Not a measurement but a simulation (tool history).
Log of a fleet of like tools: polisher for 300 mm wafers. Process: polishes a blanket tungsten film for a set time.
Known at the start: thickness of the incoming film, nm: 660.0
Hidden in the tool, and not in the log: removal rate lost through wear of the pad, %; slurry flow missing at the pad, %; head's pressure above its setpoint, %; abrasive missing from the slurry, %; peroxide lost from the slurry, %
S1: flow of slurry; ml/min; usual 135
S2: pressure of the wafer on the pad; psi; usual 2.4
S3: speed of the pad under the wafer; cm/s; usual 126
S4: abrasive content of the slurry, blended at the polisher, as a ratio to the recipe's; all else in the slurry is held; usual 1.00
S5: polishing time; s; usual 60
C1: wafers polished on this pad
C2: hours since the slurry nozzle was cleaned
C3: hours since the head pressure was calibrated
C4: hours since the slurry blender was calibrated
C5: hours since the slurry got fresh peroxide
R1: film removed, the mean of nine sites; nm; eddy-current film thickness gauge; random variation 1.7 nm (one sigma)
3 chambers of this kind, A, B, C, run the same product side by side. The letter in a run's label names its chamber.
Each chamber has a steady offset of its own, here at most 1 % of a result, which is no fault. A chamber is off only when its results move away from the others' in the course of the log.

run   hour   S1   S2   S3    S4  S5    C1     C2      C3     C4     C5      R1
       7.8  -- chamber C: worn pad replaced by a new one
 1C   12.2  135  2.4  126  1.00  60    40  555.4   119.6  448.6   35.0  265.05
 2B   25.7  135  2.4  126  1.00  60   745  205.0   802.4  150.5   88.9  264.14
 3A   32.8  135  2.4  126  1.00  60   872  525.0   461.4  123.7  196.7  263.91
      35.1  -- chamber B: slurry tank refilled with fresh slurry and peroxide
      38.6  -- chamber B: worn pad replaced by a new one
 4C   41.9  135  2.4  126  1.00  60   308  585.1   149.3  478.3   64.7  263.15
 5A   52.8  135  2.4  126  1.00  60  1053  545.0   481.4  143.7  216.7  264.51
      53.7  -- chamber A: slurry tank refilled with fresh slurry and peroxide
      62.2  -- chamber C: slurry blender recalibrated
 6B   62.6  135  2.1  126  1.25  60   216  241.9   839.3  187.4   27.6  244.48
 7A   71.9  135  2.1  126  1.25  60  1225  564.1   500.5  162.8   18.3  248.84
 8B   84.7  135  2.1  126  1.25  60   416  264.0   861.4  209.5   49.7  245.95
      87.2  -- chamber A: worn pad replaced by a new one
 9C  100.8  135  2.4  126  1.00  60   839  644.0   208.2   38.6  123.6  265.55
10B  113.5  135  1.8  126  1.00  60   676  292.8   890.2  238.3   78.5  196.59
     121.6  -- chamber A: slurry blender recalibrated
     122.1  -- chamber C: worn pad replaced by a new one
     122.1  -- chamber C: slurry tank refilled with fresh slurry and peroxide
11C  129.1  135  1.8  126  1.00  60    63  672.3   236.5   66.9    7.1  200.20
12A  141.0  135  1.8  126  1.00  60   485  633.2   569.6   19.4   87.4  197.51
     143.7  -- chamber B: slurry tank refilled with fresh slurry and peroxide
     151.1  -- chamber B: worn pad replaced by a new one
13B  151.5  135  2.4  126  1.00  60     3  330.8   928.2  276.3    7.9  260.71
14A  164.8  135  2.4  126  1.00  60   700  657.0   593.4   43.2  111.2  266.83
15C  176.8  135  2.4  126  1.00  60   494  720.0   284.2  114.6   54.8  263.22
     182.9  -- chamber B: slurry blender recalibrated
     189.7  -- chamber A: head pressure recalibrated
16C  191.7  135  2.4  126  1.00  60   628  734.9   299.1  129.5   69.7  262.63
17A  200.8  135  2.4  126  1.00  60  1025  693.0    11.1   79.2  147.2  279.01
     207.8  -- chamber C: slurry nozzle cleaned
18B  211.6  135  2.4  126  1.00  60   545  390.9   988.3   28.8   68.0  263.91
19A  219.1  135  2.4  126  1.00  60  1190  711.3    29.4   97.5  165.5  273.84
     222.4  -- chamber A: worn pad replaced by a new one
     222.8  -- chamber C: worn pad replaced by a new one
20B  232.4  135  1.9  126  1.00  60   733  411.7  1009.1   49.6   88.8  209.23
21C  240.1  135  1.9  126  1.00  60   156   32.4   347.5  177.9  118.1  211.47
     243.3  -- chamber B: slurry nozzle cleaned
     246.1  -- chamber B: slurry tank refilled with fresh slurry and peroxide
     250.3  -- chamber B: worn pad replaced by a new one
22A  253.2  135  1.9  126  1.00  60   278  745.4    63.5  131.6  199.6  219.58
23C  265.7  135  2.4  126  1.00  60   387   58.0   373.1  203.5  143.7  267.02
     276.5  -- chamber C: slurry tank refilled with fresh slurry and peroxide
24B  278.9  135  2.4  126  1.00  60   258   35.7  1055.6   96.1   32.9  263.78
     281.7  -- chamber A: slurry tank refilled with fresh slurry and peroxide
25C  294.1  135  2.4  126  1.00  60   643   86.4   401.5  231.9   17.7  268.70
26A  302.9  135  2.4  126  1.00  60   726  795.1   113.2  181.3   21.2  278.74
     307.1  -- chamber A: slurry blender recalibrated
27B  316.8  135  2.4  126  1.00  60   600   73.6  1093.5  134.0   70.8  266.24
     331.0  -- chamber C: worn pad replaced by a new one
28A  332.7  135  2.4  126  1.00  60   995  824.9   143.0   25.7   51.0  274.31
29B  348.5  135  2.4  126  1.00  60   886  105.3  1125.2  165.7  102.5  261.90
     349.7  -- chamber A: worn pad replaced by a new one
     356.5  -- chamber B: slurry tank refilled with fresh slurry and peroxide
     359.2  -- chamber B: worn pad replaced by a new one
30C  363.2  135  2.4  126  1.00  60   291  155.5   470.6  301.0   86.8  265.34
     365.6  -- chamber A: slurry nozzle cleaned
31A  372.4  135  2.4  126  1.00  60   205    6.9   182.7   65.4   90.7  276.67
32C  380.3  135  2.4  126  1.00  60   445  172.6   487.7  318.1  103.9  267.30
33B  395.1  135  2.4  126  1.00  60   324  151.9  1171.8  212.3   38.7  263.12
34C  405.2  135  2.4  126  1.00  60   670  197.5   512.6  343.0  128.8  261.81
35A  416.7  135  2.4  126  1.00  60   604   51.2   227.0  109.7  135.0  278.94
36B  424.7  135  2.4  126  1.00  60   591  181.5  1201.4  241.9   68.3  265.38
     437.7  -- chamber C: slurry tank refilled with fresh slurry and peroxide
37C  438.8  135  2.4  126  1.00  60   973  231.1   546.2  376.6    1.2  265.76
     439.5  -- chamber C: worn pad replaced by a new one
38A  453.3  135  2.4  126  1.00  60   935   87.8   263.6  146.3  171.6  279.82
     461.2  -- chamber B: worn pad replaced by a new one
39B  462.6  135  2.4  126  1.00  60    12  219.4  1239.3  279.8  106.2  262.92
40C  469.7  135  2.4  126  1.00  60   272  262.0   577.1  407.5   32.1  265.90
     470.2  -- chamber A: worn pad replaced by a new one
     470.6  -- chamber B: slurry tank refilled with fresh slurry and peroxide
41B  480.0  135  2.4  126  1.00  60   169  236.8  1256.7  297.2    9.5  262.00
     482.0  -- chamber B: slurry blender recalibrated
42A  493.0  135  2.4  126  1.00  60   205  127.5   303.3  186.0  211.3  275.52
43C  500.3  135  2.4  126  1.00  60   548  292.6   607.7  438.1   62.7  266.69
44B  510.9  135  2.4  126  1.00  60   448  267.7  1287.6   29.0   40.4  265.05

Is one chamber off against the others, does the gauge drift, or is nothing wrong? If a chamber is off, say which, and what the likeliest cause is.

A service left chamber A off against the others.
Cause: head's pressure above its setpoint, % = 4.78.

Here are 4 candidates for chamber A's next run, each the usual settings with a change, their results left as question marks. Which one brings its results back in line with what the others give on the usual settings?
In line means no further than this from the other chambers' mean on the usual settings: R1 5.80 nm
45A-1  522.4  135  2.3  122  1.00  58                       ?
45A-2  522.4  175  2.4  126  1.30  60                       ?
45A-3  522.4  135  2.4  132  1.00  60                       ?
45A-4  522.4  135  2.3  126  1.00  60                       ?

The other chambers' mean on the usual settings: R1 264.22 nm
  run      R1
45A-1  248.58
45A-2  308.54
45A-3  290.64
45A-4  265.68
45A-4 brings the chamber back in line.

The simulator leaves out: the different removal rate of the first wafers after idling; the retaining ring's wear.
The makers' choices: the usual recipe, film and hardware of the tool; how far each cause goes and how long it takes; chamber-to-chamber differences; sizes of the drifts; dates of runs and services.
